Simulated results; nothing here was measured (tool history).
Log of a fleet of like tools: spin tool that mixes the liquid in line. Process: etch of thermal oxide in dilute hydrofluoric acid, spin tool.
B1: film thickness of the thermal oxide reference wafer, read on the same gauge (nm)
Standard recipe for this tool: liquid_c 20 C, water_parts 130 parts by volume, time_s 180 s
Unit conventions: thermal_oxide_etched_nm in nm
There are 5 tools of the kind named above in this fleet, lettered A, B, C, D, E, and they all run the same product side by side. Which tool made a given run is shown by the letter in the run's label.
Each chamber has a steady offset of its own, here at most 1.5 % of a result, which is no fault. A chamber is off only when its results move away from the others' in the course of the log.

At day 0.183: chamber E: hydrofluoric acid flow meter replaced.
Run 1D, day 0.325: usual settings; B1 49.979. Result: thermal_oxide_etched_nm 5.5923 nm.
Run 2A, day 0.762: usual settings; B1 50.011. Result: thermal_oxide_etched_nm 5.496 nm.
Run 3E, day 1.167: usual settings; B1 50.019. Result: thermal_oxide_etched_nm 5.5258 nm.
Run 4C, day 1.504: usual settings; B1 49.995. Result: thermal_oxide_etched_nm 5.5506 nm.
Run 5B, day 1.946: usual settings; B1 49.98. Result: thermal_oxide_etched_nm 5.5269 nm.
Run 6E, day 2.358: usual settings but water_parts 70 parts by volume, time_s 270 s; B1 50.047. Result: thermal_oxide_etched_nm 16.563 nm.
Run 7B, day 2.671: usual settings but water_parts 70 parts by volume, time_s 270 s; B1 49.993. Result: thermal_oxide_etched_nm 16.922 nm.
Run 8A, day 2.896: usual settings but water_parts 70 parts by volume, time_s 270 s; B1 50.036. Result: thermal_oxide_etched_nm 16.5 nm.
Run 9D, day 3.208: usual settings but water_parts 70 parts by volume, time_s 270 s; B1 49.986. Result: thermal_oxide_etched_nm 16.673 nm.
Run 10C, day 3.454: usual settings but water_parts 70 parts by volume, time_s 270 s; B1 50.022. Result: thermal_oxide_etched_nm 16.734 nm.
Run 11C, day 3.85: usual settings; B1 49.98. Result: thermal_oxide_etched_nm 5.7221 nm.
Run 12D, day 4.258: usual settings; B1 49.995. Result: thermal_oxide_etched_nm 5.622 nm.
Run 13B, day 4.667: usual settings; B1 49.989. Result: thermal_oxide_etched_nm 5.5271 nm.
Run 14E, day 4.954: usual settings but time_s 145 s; B1 50.028. Result: thermal_oxide_etched_nm 4.4316 nm.
Run 15A, day 5.438: usual settings but time_s 145 s; B1 49.983. Result: thermal_oxide_etched_nm 4.4242 nm.
Run 16A, day 5.658: usual settings but time_s 145 s; B1 50.003. Result: thermal_oxide_etched_nm 4.4899 nm.
Run 17E, day 6: usual settings but time_s 145 s; B1 49.961. Result: thermal_oxide_etched_nm 4.4131 nm.
Run 18B, day 6.329: usual settings but time_s 145 s; B1 50.004. Result: thermal_oxide_etched_nm 4.5 nm.
Run 19D, day 6.696: usual settings; B1 49.982. Result: thermal_oxide_etched_nm 5.5149 nm.
Run 20C, day 7.075: usual settings; B1 50.005. Result: thermal_oxide_etched_nm 5.8667 nm.
Run 21C, day 7.438: usual settings; B1 49.989. Result: thermal_oxide_etched_nm 5.8395 nm.
At day 7.821: chamber A: thermometer replaced.
Run 22B, day 7.838: usual settings; B1 50.006. Result: thermal_oxide_etched_nm 5.5795 nm.
Run 23A, day 8.146: usual settings; B1 49.984. Result: thermal_oxide_etched_nm 5.5497 nm.
Run 24D, day 8.396: usual settings; B1 50.005. Result: thermal_oxide_etched_nm 5.578 nm.
Run 25E, day 8.758: usual settings; B1 49.947. Result: thermal_oxide_etched_nm 5.4781 nm.
Run 26B, day 9.088: usual settings; B1 50.017. Result: thermal_oxide_etched_nm 5.5106 nm.
Run 27A, day 9.362: usual settings; B1 50.023. Result: thermal_oxide_etched_nm 5.4949 nm.
Run 28D, day 9.662: usual settings but liquid_c 21.5 C; B1 49.986. Result: thermal_oxide_etched_nm 5.8875 nm.
Run 29E, day 10.133: usual settings but liquid_c 21.5 C; B1 49.991. Result: thermal_oxide_etched_nm 5.8226 nm.
At day 10.204: chamber D: thermometer replaced.
Run 30C, day 10.5: usual settings but liquid_c 21.5 C; B1 49.992. Result: thermal_oxide_etched_nm 6.4117 nm.
Run 31B, day 10.954: usual settings but liquid_c 21.5 C; B1 50.018. Result: thermal_oxide_etched_nm 5.9464 nm.
Run 32C, day 11.396: usual settings but liquid_c 21.5 C; B1 49.948. Result: thermal_oxide_etched_nm 6.4407 nm.
Run 33A, day 11.7: usual settings; B1 50.027. Result: thermal_oxide_etched_nm 5.4973 nm.
Run 34D, day 12.15: usual settings; B1 50.016. Result: thermal_oxide_etched_nm 5.6023 nm.
Run 35E, day 12.529: usual settings; B1 50.003. Result: thermal_oxide_etched_nm 5.5003 nm.

What goes on in this fleet: one chamber off, a drifting gauge, or nothing beyond the chambers' own small offsets? Name the chamber and the cause, if any.

Chamber C drifts away from the others.
What lies behind it: hydrofluoric acid flow above the setpoint (%) = 9.
From this log alone, it may not be told apart from: liquid hotter than its thermometer reads (K).

Here are 4 candidates for chamber C's next run, each the usual settings with a change, their results left as question marks. Which one brings its results back in line with what the others give on the usual settings?
In line here means within this much of the mean the other chambers give on the usual settings: thermal_oxide_etched_nm 0.17 nm
Run 36C-1, day 12.883: usual settings but water_parts 140 parts by volume, time_s 165 s. Result: thermal_oxide_etched_nm ?.
Run 36C-2, day 12.883: usual settings but water_parts 135 parts by volume, time_s 170 s. Result: thermal_oxide_etched_nm ?.
Run 36C-3, day 12.883: usual settings but time_s 200 s. Result: thermal_oxide_etched_nm ?.
Run 36C-4, day 12.883: usual settings but water_parts 120 parts by volume, time_s 195 s. Result: thermal_oxide_etched_nm ?.

The other chambers' mean on the usual settings: thermal_oxide_etched_nm 5.5395 nm
  run  thermal_oxide_etched_nm
36C-1                   5.1481
36C-2                   5.5251
36C-3                   6.7802
36C-4                   7.2247
36C-2 brings the chamber back in line.

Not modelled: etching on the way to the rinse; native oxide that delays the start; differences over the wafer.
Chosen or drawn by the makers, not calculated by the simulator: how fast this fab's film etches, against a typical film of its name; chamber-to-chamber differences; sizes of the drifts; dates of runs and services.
